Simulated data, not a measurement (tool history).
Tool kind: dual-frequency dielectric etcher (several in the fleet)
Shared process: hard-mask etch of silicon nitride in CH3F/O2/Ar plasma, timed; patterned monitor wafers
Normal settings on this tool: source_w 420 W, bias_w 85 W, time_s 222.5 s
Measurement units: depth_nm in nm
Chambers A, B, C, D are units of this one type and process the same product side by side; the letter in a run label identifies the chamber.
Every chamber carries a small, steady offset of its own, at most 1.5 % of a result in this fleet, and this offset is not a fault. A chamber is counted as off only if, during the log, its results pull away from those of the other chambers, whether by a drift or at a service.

run    day  source_w  bias_w  time_s  hours since the last wet clean  hours since the last source power generator calibration  hours since the last bias power generator calibration  read-back reference wafer on the same gauge, depth_nm  depth_nm
 1B  0.112       420      85   222.5                           274.7                                                    444.0                                                 3255.6                                                 172.00    168.25
 2C  0.246       420      85   222.5                           559.0                                                    264.8                                                 1567.8                                                 171.90    169.97
 3D  0.346       420      85   222.5                           290.1                                                   1665.8                                                 1061.8                                                 171.95    167.62
 4A  0.512       420      85   222.5                           204.4                                                    404.2                                                 3791.3                                                 171.86    169.78
 5B  0.658       420      85   222.5                           287.8                                                    457.1                                                 3268.7                                                 171.88    168.90
 6D  0.833       420      85   222.5                           301.8                                                   1677.5                                                 1073.5                                                 171.84    167.82
 7C  0.992       420      85   222.5                           576.9                                                    282.7                                                 1585.7                                                 171.82    169.41
 8A  1.096       420      85   222.5                           218.4                                                    418.2                                                 3805.3                                                 171.85    169.53
 9D  1.208       420      85   222.5                           310.8                                                   1686.5                                                 1082.5                                                 171.84    167.29
10C  1.379       420      85   222.5                           586.2                                                    292.0                                                 1595.0                                                 171.77    169.95
11A  1.517       420      85   222.5                           228.5                                                    428.3                                                 3815.4                                                 171.75    169.45
12B  1.625       420      85   222.5                           311.0                                                    480.3                                                 3291.9                                                 171.73    168.45
13D  1.796       420      85   222.5                           324.9                                                   1700.6                                                 1096.6                                                 171.71    167.75
14B  1.958       420      85   222.5                           319.0                                                    488.3                                                 3299.9                                                 171.69    168.69
15A  2.150       420      85   222.5                           243.7                                                    443.5                                                 3830.6                                                 171.62    169.20
16C  2.325       420      85   222.5                           608.9                                                    314.7                                                 1617.7                                                 171.59    169.52
17D  2.475       420      85   222.5                           341.2                                                   1716.9                                                 1112.9                                                 171.55    167.39
18A  2.688       370      85   222.5                           256.6                                                    456.4                                                 3843.5                                                 171.55    161.17
19C  2.900       370      85   222.5                           622.7                                                    328.5                                                 1631.5                                                 171.51    161.78
     2.975  -- chamber C: wet clean of the chamber
20B  2.996       370      85   222.5                           343.9                                                    513.2                                                 3324.8                                                 171.46    160.58
21A  3.121       370      85   222.5                           267.0                                                    466.8                                                 3853.9                                                 171.52    161.39
22B  3.217       420      85   222.5                           349.2                                                    518.5                                                 3330.1                                                 171.43    167.92
23D  3.412       420      85   222.5                           363.7                                                   1739.4                                                 1135.4                                                 171.39    167.29
24C  3.529       420      97   161.5                            13.4                                                    343.6                                                 1646.6                                                 171.37    128.84
25B  3.633       420      97   161.5                           359.2                                                    528.5                                                 3340.1                                                 171.38    128.08
26C  3.783       420      97   161.5                            19.5                                                    349.7                                                 1652.7                                                 171.34    128.96
27A  3.946       420      97   161.5                           286.8                                                    486.6                                                 3873.7                                                 171.39    128.59
28D  4.096       420      85   222.5                           380.1                                                   1755.8                                                 1151.8                                                 171.36    167.31
29B  4.200       420      85   222.5                           372.8                                                    542.1                                                 3353.7                                                 171.29    168.08
30D  4.367       420      92   222.5                           386.6                                                   1762.3                                                 1158.3                                                 171.29    171.86
31A  4.550       420      92   222.5                           301.3                                                    501.1                                                 3888.2                                                 171.25    173.87
32C  4.717       420      92   222.5                            41.9                                                    372.1                                                 1675.1                                                 171.23    174.33

Has any chamber moved away from the others, gradually or after a service, or does the common gauge drift, or do the chambers differ only by their own small steady offsets? State the chamber and the most likely cause if one applies.

Every chamber seems to shift together because the gauge that measures them all drifts; the chambers themselves are fine.
Most likely cause: gauge reads low (%) = 0.469.

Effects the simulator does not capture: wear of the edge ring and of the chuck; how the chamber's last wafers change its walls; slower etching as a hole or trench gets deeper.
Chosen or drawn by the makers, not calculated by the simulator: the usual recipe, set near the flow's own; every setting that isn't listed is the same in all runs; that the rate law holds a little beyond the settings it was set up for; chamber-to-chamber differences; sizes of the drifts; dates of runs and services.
